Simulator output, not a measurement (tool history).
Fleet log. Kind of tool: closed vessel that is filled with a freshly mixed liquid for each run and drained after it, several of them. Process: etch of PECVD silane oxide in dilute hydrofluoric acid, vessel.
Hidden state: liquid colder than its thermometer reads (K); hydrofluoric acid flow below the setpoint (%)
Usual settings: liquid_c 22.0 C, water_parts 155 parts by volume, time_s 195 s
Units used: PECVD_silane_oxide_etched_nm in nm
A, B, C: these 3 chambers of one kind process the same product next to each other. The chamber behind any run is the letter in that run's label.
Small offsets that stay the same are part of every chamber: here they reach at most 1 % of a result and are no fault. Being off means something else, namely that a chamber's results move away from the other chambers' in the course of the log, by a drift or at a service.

run,day,liquid_c,water_parts,time_s,hours since the thermometer was replaced,hours since the hydrofluoric acid flow meter was replaced,"read-back film thickness of the PECVD silane oxide reference wafer, read on the same gauge (nm)",PECVD_silane_oxide_etched_nm
1A,0.212,22.0,155,195,848.3,738.6,29.993,49.410
2B,0.375,22.0,155,195,840.0,165.4,29.974,48.249
3C,0.496,22.0,155,195,208.7,1154.0,30.020,48.594
4C,0.704,22.0,155,195,213.7,1159.0,29.999,48.815
5B,0.854,22.0,155,195,851.5,176.9,29.995,48.420
6A,0.992,26.5,220,195,867.0,757.3,30.013,38.565
7A,1.154,26.5,220,195,870.9,761.2,30.002,37.811
8B,1.392,26.5,220,195,864.4,189.8,30.013,37.626
9C,1.575,22.0,155,195,234.6,1179.9,30.025,49.392
10A,1.829,22.0,80,195,887.1,777.4,29.994,103.620
11B,2.054,22.0,80,195,880.3,205.7,30.023,104.260
12C,2.204,22.0,80,195,249.7,1195.0,29.996,102.750
13C,2.442,22.0,155,195,255.4,1200.7,29.973,48.110
14A,2.646,22.0,155,195,906.7,797.0,29.991,48.616
15B,2.767,22.0,155,195,897.4,222.8,30.001,48.756
16C,2.954,22.0,155,195,267.7,1213.0,29.986,47.462
17B,3.088,22.0,155,195,905.1,230.5,29.986,49.183
18A,3.321,22.0,155,195,922.9,813.2,30.002,48.798
19C,3.462,24.5,115,195,279.9,1225.2,30.008,72.825
20B,3.629,24.5,115,195,918.1,243.5,29.990,76.174
21A,3.775,24.5,115,195,933.8,824.1,30.010,75.881
22C,3.975,22.0,155,195,292.2,1237.5,30.002,47.308
23A,4.167,22.0,155,195,943.2,833.5,29.983,49.491
24B,4.279,22.0,155,195,933.7,259.1,29.991,48.964
25C,4.433,22.0,155,195,303.2,1248.5,29.979,47.242
26B,4.558,22.0,155,195,940.4,265.8,29.998,49.314
27A,4.758,22.0,155,195,957.4,847.7,29.991,48.591
28A,4.983,22.0,155,195,962.8,853.1,29.993,48.699
29C,5.150,22.0,180,250,320.4,1265.7,30.005,48.293
30B,5.304,22.0,180,250,958.3,283.7,29.978,52.632
31C,5.521,22.0,180,250,329.3,1274.6,30.003,48.012
32B,5.708,22.0,155,100,968.0,293.4,30.038,25.174
33A,5.850,22.0,155,100,983.6,873.9,29.994,24.681
34B,6.012,22.0,155,100,975.3,300.7,29.994,25.035
35A,6.225,22.0,155,240,992.6,882.9,30.009,59.806
36C,6.467,22.0,155,240,352.0,1297.3,29.996,55.588
37B,6.650,22.0,155,240,990.6,316.0,29.999,60.175
38A,6.858,22.0,155,195,1007.8,898.1,30.014,48.685
39C,7.075,22.0,155,195,366.6,1311.9,30.022,43.648
40B,7.250,22.0,155,195,1005.0,330.4,30.002,48.683
41C,7.471,22.0,155,195,376.1,1321.4,30.007,43.645
42A,7.708,22.0,155,195,1028.2,918.5,29.981,49.465

Decide between three cases: one chamber stands off from its peers, the gauge reading all wafers drifts, or nothing is wrong past each chamber's small offset. Where a chamber is off, say which and what most likely put it there.

Chamber C drifts away from the others.
Likeliest cause: hydrofluoric acid flow below the setpoint (%) = 9.94.

Chamber C could run next with any of the 4 candidate recipes listed below; each alters the usual settings, and their results appear as question marks. Which one brings its results back in line with what the other chambers deliver on the usual settings?
Maximum distance from the other chambers' mean on the usual settings for a result to count as in line: PECVD_silane_oxide_etched_nm 1.700 nm
43C-1,7.888,22.0,165,185,,,,?
43C-2,7.888,22.5,155,245,,,,?
43C-3,7.888,22.5,155,215,,,,?
43C-4,7.888,22.0,170,170,,,,?

Other chambers, usual settings, mean: PECVD_silane_oxide_etched_nm 48.913 nm
run,PECVD_silane_oxide_etched_nm
43C-1,38.215
43C-2,55.592
43C-3,48.785
43C-4,33.879
It is 43C-3 that realigns the chamber with its peers.
